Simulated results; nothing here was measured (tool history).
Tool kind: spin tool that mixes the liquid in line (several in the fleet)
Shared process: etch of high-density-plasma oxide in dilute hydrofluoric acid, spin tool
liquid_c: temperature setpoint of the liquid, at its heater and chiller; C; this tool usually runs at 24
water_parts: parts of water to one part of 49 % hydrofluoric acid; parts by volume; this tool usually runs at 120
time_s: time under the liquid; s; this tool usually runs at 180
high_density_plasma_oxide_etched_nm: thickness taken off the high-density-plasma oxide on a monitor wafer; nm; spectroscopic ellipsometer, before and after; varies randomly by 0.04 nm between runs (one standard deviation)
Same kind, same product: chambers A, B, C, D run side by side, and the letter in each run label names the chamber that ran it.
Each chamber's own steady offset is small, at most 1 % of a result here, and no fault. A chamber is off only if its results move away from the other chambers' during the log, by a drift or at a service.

run,hour,liquid_c,water_parts,time_s,hours since the thermometer was replaced,hours since the hydrofluoric acid flow meter was replaced,"read-back film thickness of the high-density-plasma oxide reference wafer, read on the same gauge (nm)",high_density_plasma_oxide_etched_nm
1A,8.7,24,120,180,1105.8,455.7,119.99,8.1406
2D,14.2,24,120,180,531.9,1395.1,120.00,8.1252
3C,21.2,24,120,180,910.1,1524.9,120.02,8.1122
4B,29.3,24,120,180,1303.4,302.9,119.98,8.1450
5B,41.1,24,120,180,1315.2,314.7,119.98,8.0818
6C,49.1,27,120,230,938.0,1552.8,119.97,11.6900
7D,59.3,27,120,230,577.0,1440.2,119.99,11.7280
8A,69.3,27,120,230,1166.4,516.3,119.99,11.4450
9C,77.6,27,120,230,966.5,1581.3,119.96,11.6230
10A,83.1,24,120,180,1180.2,530.1,120.00,7.9953
11D,92.0,24,120,180,609.7,1472.9,120.00,8.2415
12B,100.4,24,120,180,1374.5,374.0,120.00,8.1031
13B,108.7,24,120,180,1382.8,382.3,120.02,8.1383
14C,119.9,24,120,180,1008.8,1623.6,120.02,8.1718
15A,127.5,24,120,180,1224.6,574.5,120.06,7.8252
16D,135.7,24,120,180,653.4,1516.6,119.99,8.1918
17B,141.1,24,120,180,1415.2,414.7,120.02,8.1310
# hour 142.2: chamber D: thermometer replaced
18D,150.9,24,120,180,8.7,1531.8,119.98,8.1444
19C,158.4,24,120,180,1047.3,1662.1,120.00,8.1056
20A,168.5,24,120,180,1265.6,615.5,119.99,7.7573
21C,178.1,24,120,180,1067.0,1681.8,119.98,8.0656
22B,189.0,24,120,180,1463.1,462.6,120.00,8.1353
23D,196.1,24,120,180,53.9,1577.0,119.98,8.1654
24A,203.1,24,120,180,1300.2,650.1,119.96,7.6594

Does one chamber stand apart from the rest, does the shared gauge drift, or is all well apart from small per-chamber offsets? Give the chamber and the most likely cause, where there is one.

Little by little, chamber A moves away from the other chambers.
Most likely cause: liquid colder than its thermometer reads (K) = 1.43.
The log might look much the same if the cause were instead: hydrofluoric acid flow below the setpoint (%).

Chamber A could run next with any of the 4 candidate recipes listed below; each alters the usual settings, and their results appear as question marks. Which one brings its results back in line with what the other chambers deliver on the usual settings?
In line here means within this much of the mean the other chambers give on the usual settings: high_density_plasma_oxide_etched_nm 0.1400 nm
25A-1,211.6,24.0,120,185,,,,?
25A-2,211.6,23.5,120,180,,,,?
25A-3,211.6,24.0,120,170,,,,?
25A-4,211.6,25.5,120,180,,,,?

What the other chambers average on the usual settings: high_density_plasma_oxide_etched_nm 8.1321 nm
run,high_density_plasma_oxide_etched_nm
25A-1,7.8837
25A-2,7.5200
25A-3,7.2445
25A-4,8.1364
With 25A-4, the chamber falls back in line with the rest.
